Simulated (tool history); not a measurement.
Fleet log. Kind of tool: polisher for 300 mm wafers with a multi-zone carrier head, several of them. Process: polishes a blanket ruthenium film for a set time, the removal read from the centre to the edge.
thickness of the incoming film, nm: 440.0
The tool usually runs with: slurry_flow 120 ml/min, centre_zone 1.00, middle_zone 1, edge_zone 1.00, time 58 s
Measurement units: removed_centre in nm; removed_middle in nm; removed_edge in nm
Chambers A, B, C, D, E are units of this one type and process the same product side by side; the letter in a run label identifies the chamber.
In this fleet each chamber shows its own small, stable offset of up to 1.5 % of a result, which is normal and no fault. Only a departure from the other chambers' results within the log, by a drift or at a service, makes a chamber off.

| run | hour | slurry_flow | centre_zone | middle_zone | edge_zone | time | removed_centre | removed_middle | removed_edge |
|---|---|---|---|---|---|---|---|---|---|
| 1A | 8.1 | 120 | 1.00 | 1 | 1.00 | 58 | 42.613 | 42.442 | 42.804 |
| 2C | 13.7 | 120 | 1.00 | 1 | 1.00 | 58 | 42.686 | 43.236 | 42.227 |
| 3B | 21.9 | 120 | 1.00 | 1 | 1.00 | 58 | 42.988 | 42.992 | 42.781 |
|  | 31.9 | chamber B: worn pad replaced by a new one |
| 4D | 32.4 | 120 | 1.00 | 1 | 1.00 | 58 | 43.045 | 42.348 | 42.982 |
| 5E | 39.8 | 120 | 1.00 | 1 | 1.00 | 58 | 43.047 | 42.513 | 43.296 |
|  | 41.4 | chamber D: centre zone pressure recalibrated |
|  | 46.9 | chamber C: slurry nozzle cleaned |
| 6A | 52.4 | 120 | 1.00 | 1 | 1.00 | 58 | 42.326 | 41.968 | 43.115 |
|  | 61.2 | chamber D: worn pad replaced by a new one |
| 7E | 64.4 | 120 | 1.00 | 1 | 1.00 | 58 | 42.584 | 42.687 | 42.705 |
|  | 67.6 | chamber E: worn pad replaced by a new one |
| 8C | 75.4 | 120 | 1.00 | 1 | 1.00 | 58 | 43.384 | 43.626 | 42.003 |
|  | 81.6 | chamber C: worn pad replaced by a new one |
| 9D | 83.7 | 120 | 1.00 | 1 | 1.00 | 58 | 43.072 | 42.717 | 43.990 |
|  | 93.5 | chamber A: slurry nozzle cleaned |
| 10B | 95.9 | 120 | 1.00 | 1 | 1.00 | 58 | 41.863 | 43.075 | 43.148 |
|  | 101.6 | chamber B: worn pad replaced by a new one |
| 11D | 103.7 | 120 | 1.00 | 1 | 1.00 | 58 | 43.410 | 43.251 | 43.058 |
|  | 110.2 | chamber A: worn pad replaced by a new one |
| 12C | 110.5 | 120 | 1.00 | 1 | 1.00 | 58 | 42.717 | 41.996 | 41.418 |
| 13B | 119.3 | 120 | 1.00 | 1 | 1.00 | 58 | 42.341 | 43.115 | 41.632 |
| 14A | 126.8 | 120 | 1.00 | 1 | 1.00 | 58 | 43.315 | 42.174 | 41.782 |
|  | 127.9 | chamber D: worn pad replaced by a new one |
|  | 131.3 | chamber E: worn pad replaced by a new one |
| 15E | 138.7 | 120 | 1.00 | 1 | 1.00 | 58 | 41.630 | 42.259 | 42.085 |
|  | 143.5 | chamber B: edge zone pressure recalibrated |
| 16B | 148.3 | 120 | 1.00 | 1 | 1.00 | 58 | 42.996 | 42.625 | 43.203 |
|  | 149.9 | chamber D: slurry nozzle cleaned |
| 17E | 159.7 | 120 | 1.00 | 1 | 1.00 | 58 | 42.036 | 42.499 | 41.213 |
|  | 165.3 | chamber B: worn pad replaced by a new one |
|  | 169.3 | chamber C: worn pad replaced by a new one |
| 18C | 171.6 | 120 | 1.00 | 1 | 1.00 | 58 | 43.016 | 43.811 | 43.422 |
| 19D | 179.9 | 120 | 1.00 | 1 | 1.00 | 58 | 43.321 | 43.277 | 42.932 |
| 20A | 190.8 | 120 | 1.00 | 1 | 1.00 | 58 | 43.388 | 42.517 | 42.888 |
|  | 201.7 | chamber D: worn pad replaced by a new one |
| 21A | 203.6 | 120 | 1.00 | 1 | 1.00 | 58 | 43.019 | 42.650 | 42.672 |
|  | 204.7 | chamber E: worn pad replaced by a new one |
| 22B | 212.1 | 120 | 1.00 | 1 | 1.00 | 58 | 42.465 | 42.881 | 43.207 |
| 23E | 224.4 | 120 | 1.00 | 1 | 1.00 | 58 | 41.340 | 41.385 | 41.828 |
|  | 224.5 | chamber B: slurry nozzle cleaned |
|  | 228.9 | chamber A: worn pad replaced by a new one |
|  | 230.0 | chamber B: worn pad replaced by a new one |
| 24C | 231.5 | 120 | 1.00 | 1 | 1.00 | 58 | 43.534 | 43.067 | 42.301 |
| 25D | 243.0 | 120 | 1.00 | 1 | 1.00 | 58 | 43.834 | 43.102 | 43.085 |
| 26C | 249.0 | 120 | 1.00 | 1 | 1.00 | 58 | 42.795 | 43.443 | 41.374 |
|  | 258.1 | chamber C: worn pad replaced by a new one |
| 27B | 261.3 | 120 | 1.00 | 1 | 1.00 | 58 | 42.463 | 42.373 | 42.785 |
|  | 264.8 | chamber D: worn pad replaced by a new one |
| 28D | 267.4 | 120 | 1.00 | 1 | 1.00 | 58 | 43.376 | 43.181 | 43.374 |
|  | 273.9 | chamber E: worn pad replaced by a new one |
| 29E | 279.5 | 120 | 1.00 | 1 | 1.00 | 58 | 40.070 | 40.773 | 40.796 |
|  | 284.4 | chamber A: edge zone pressure recalibrated |
| 30A | 286.4 | 120 | 1.08 | 1 | 1.05 | 58 | 46.451 | 42.551 | 43.519 |
| 31C | 296.3 | 120 | 1.08 | 1 | 1.05 | 58 | 46.158 | 44.295 | 43.512 |
| 32D | 302.9 | 120 | 1.08 | 1 | 1.05 | 58 | 47.069 | 43.175 | 44.907 |
|  | 305.8 | chamber B: worn pad replaced by a new one |
| 33E | 308.7 | 120 | 1.08 | 1 | 1.05 | 58 | 43.304 | 40.895 | 42.738 |
|  | 314.7 | chamber C: centre zone pressure recalibrated |
| 34A | 317.4 | 120 | 1.08 | 1 | 1.05 | 58 | 46.829 | 42.752 | 43.749 |
| 35B | 327.6 | 120 | 1.00 | 1 | 1.00 | 58 | 42.100 | 42.659 | 42.360 |
|  | 327.9 | chamber E: edge zone pressure recalibrated |
|  | 329.3 | chamber D: worn pad replaced by a new one |
| 36D | 337.9 | 120 | 1.00 | 1 | 1.00 | 58 | 42.802 | 42.718 | 43.715 |
|  | 339.0 | chamber C: worn pad replaced by a new one |
| 37A | 347.8 | 120 | 1.00 | 1 | 1.00 | 58 | 42.790 | 42.552 | 42.252 |
| 38E | 354.3 | 120 | 1.00 | 1 | 1.00 | 58 | 39.621 | 40.658 | 40.617 |
| 39B | 360.9 | 120 | 1.00 | 1 | 1.00 | 58 | 42.296 | 42.894 | 41.272 |
| 40C | 368.9 | 120 | 1.00 | 1 | 1.00 | 58 | 43.638 | 43.711 | 41.952 |

All chambers now run identical settings, listed one chamber a line with results as question marks. What results will each chamber show?
| 41A | 378.1 | 120 | 1.00 | 1 | 1.00 | 58 | ? | ? | ? |
| 41B | 378.1 | 120 | 1.00 | 1 | 1.00 | 58 | ? | ? | ? |
| 41C | 378.1 | 120 | 1.00 | 1 | 1.00 | 58 | ? | ? | ? |
| 41D | 378.1 | 120 | 1.00 | 1 | 1.00 | 58 | ? | ? | ? |
| 41E | 378.1 | 120 | 1.00 | 1 | 1.00 | 58 | ? | ? | ? |

| run | removed_centre | removed_middle | removed_edge |
|---|---|---|---|
| 41A | 42.630 | 41.895 | 42.117 |
| 41B | 42.575 | 42.756 | 42.490 |
| 41C | 43.258 | 43.414 | 41.593 |
| 41D | 43.693 | 42.641 | 42.873 |
| 41E | 39.208 | 39.868 | 40.943 |
